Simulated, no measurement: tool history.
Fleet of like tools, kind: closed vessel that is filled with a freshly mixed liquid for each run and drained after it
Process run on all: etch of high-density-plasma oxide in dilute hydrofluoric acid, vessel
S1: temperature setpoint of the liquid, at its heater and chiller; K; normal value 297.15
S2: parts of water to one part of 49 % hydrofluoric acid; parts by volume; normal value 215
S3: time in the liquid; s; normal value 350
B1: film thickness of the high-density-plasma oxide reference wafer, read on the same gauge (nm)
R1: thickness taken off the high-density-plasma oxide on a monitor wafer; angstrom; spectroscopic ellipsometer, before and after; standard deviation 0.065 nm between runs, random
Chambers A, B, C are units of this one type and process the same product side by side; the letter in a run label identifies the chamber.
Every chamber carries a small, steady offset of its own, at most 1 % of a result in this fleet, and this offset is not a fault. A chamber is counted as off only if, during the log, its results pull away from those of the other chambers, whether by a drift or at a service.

Run 1B, day 0.433: usual settings; B1 140.00. Result: R1 118.520 angstrom.
Run 2C, day 0.908: usual settings; B1 140.00. Result: R1 117.940 angstrom.
Run 3A, day 1.367: usual settings; B1 140.00. Result: R1 116.840 angstrom.
Run 4A, day 1.775: usual settings; B1 140.00. Result: R1 116.330 angstrom.
Run 5B, day 2.033: usual settings but S1 301.15 K; B1 139.99. Result: R1 137.530 angstrom.
Run 6C, day 2.496: usual settings but S1 301.15 K; B1 140.00. Result: R1 136.780 angstrom.
Run 7B, day 2.800: usual settings but S1 301.15 K; B1 140.00. Result: R1 136.280 angstrom.
Run 8A, day 3.288: usual settings; B1 140.01. Result: R1 117.510 angstrom.
Run 9C, day 3.604: usual settings; B1 140.01. Result: R1 118.090 angstrom.
Run 10C, day 3.892: usual settings but S1 301.65 K, S2 135 parts by volume; B1 139.99. Result: R1 245.080 angstrom.
Run 11A, day 4.179: usual settings but S1 301.65 K, S2 135 parts by volume; B1 139.98. Result: R1 237.650 angstrom.
Run 12B, day 4.400: usual settings but S1 301.65 K, S2 135 parts by volume; B1 140.01. Result: R1 241.650 angstrom.
Run 13B, day 4.658: usual settings; B1 140.01. Result: R1 119.920 angstrom.
Run 14A, day 4.892: usual settings; B1 140.00. Result: R1 115.760 angstrom.
Run 15C, day 5.333: usual settings; B1 140.01. Result: R1 118.480 angstrom.
Run 16B, day 5.588: usual settings; B1 140.00. Result: R1 118.270 angstrom.
Run 17C, day 6.062: usual settings; B1 140.00. Result: R1 118.340 angstrom.
Run 18A, day 6.475: usual settings; B1 140.00. Result: R1 116.470 angstrom.
Run 19B, day 6.754: usual settings; B1 140.01. Result: R1 118.880 angstrom.
Run 20C, day 7.083: usual settings; B1 139.99. Result: R1 116.970 angstrom.
Run 21A, day 7.438: usual settings; B1 140.00. Result: R1 116.550 angstrom.
Run 22B, day 7.692: usual settings; B1 140.01. Result: R1 118.930 angstrom.
Run 23C, day 8.067: usual settings; B1 139.99. Result: R1 116.750 angstrom.
Run 24A, day 8.504: usual settings but S1 300.15 K, S2 110 parts by volume; B1 140.01. Result: R1 285.790 angstrom.
Run 25A, day 8.983: usual settings but S1 300.15 K, S2 110 parts by volume; B1 140.00. Result: R1 284.210 angstrom.
Run 26C, day 9.396: usual settings but S1 300.15 K, S2 110 parts by volume; B1 140.02. Result: R1 285.750 angstrom.
At day 9.650: chamber A: hydrofluoric acid flow meter replaced.
Run 27B, day 9.850: usual settings; B1 139.99. Result: R1 118.100 angstrom.
Run 28C, day 10.317: usual settings; B1 140.01. Result: R1 114.580 angstrom.
Run 29A, day 10.604: usual settings; B1 139.98. Result: R1 116.800 angstrom.
Run 30B, day 10.908: usual settings; B1 140.00. Result: R1 117.960 angstrom.
Run 31B, day 11.362: usual settings; B1 139.98. Result: R1 119.470 angstrom.
Run 32A, day 11.733: usual settings; B1 139.99. Result: R1 116.920 angstrom.
Run 33C, day 12.071: usual settings; B1 140.00. Result: R1 113.720 angstrom.
Run 34A, day 12.442: usual settings; B1 139.99. Result: R1 115.520 angstrom.
Run 35C, day 12.821: usual settings; B1 140.00. Result: R1 113.230 angstrom.
Run 36B, day 13.312: usual settings; B1 139.99. Result: R1 119.470 angstrom.
Run 37B, day 13.604: usual settings; B1 140.00. Result: R1 119.050 angstrom.
Run 38C, day 13.854: usual settings; B1 139.99. Result: R1 113.540 angstrom.
Run 39A, day 14.067: usual settings but S1 299.15 K, S3 275 s; B1 140.00. Result: R1 99.159 angstrom.
Run 40A, day 14.529: usual settings but S1 299.15 K, S3 275 s; B1 140.00. Result: R1 99.035 angstrom.

One chamber off, gauge drift, or nothing amiss beyond the chambers' own small offsets? If it is a chamber, which one, and what is the likeliest cause?

One chamber, C, drifts off from the rest bit by bit.
Cause: liquid colder than its thermometer reads (K) = 1.26.
The log may not tell that from: hydrofluoric acid flow below the setpoint (%).

Here are 4 candidates for chamber C's next run, each the usual settings with a change, their results left as question marks. Which one brings its results back in line with what the others give on the usual settings?
In line means no further than this from the other chambers' mean on the usual settings: R1 2.300 angstrom
Run 41C-1, day 14.883: usual settings but S1 299.15 K. Result: R1 ?.
Run 41C-2, day 14.883: usual settings but S2 210 parts by volume, S3 355 s. Result: R1 ?.
Run 41C-3, day 14.883: usual settings but S2 220 parts by volume, S3 345 s. Result: R1 ?.
Run 41C-4, day 14.883: usual settings but S3 325 s. Result: R1 ?.

What the other chambers average on the usual settings: R1 117.740 angstrom
  run       R1
41C-1  121.790
41C-2  118.020
41C-3  108.390
41C-4  105.010
Change 41C-2 lands the chamber within the allowed miss of the other chambers.
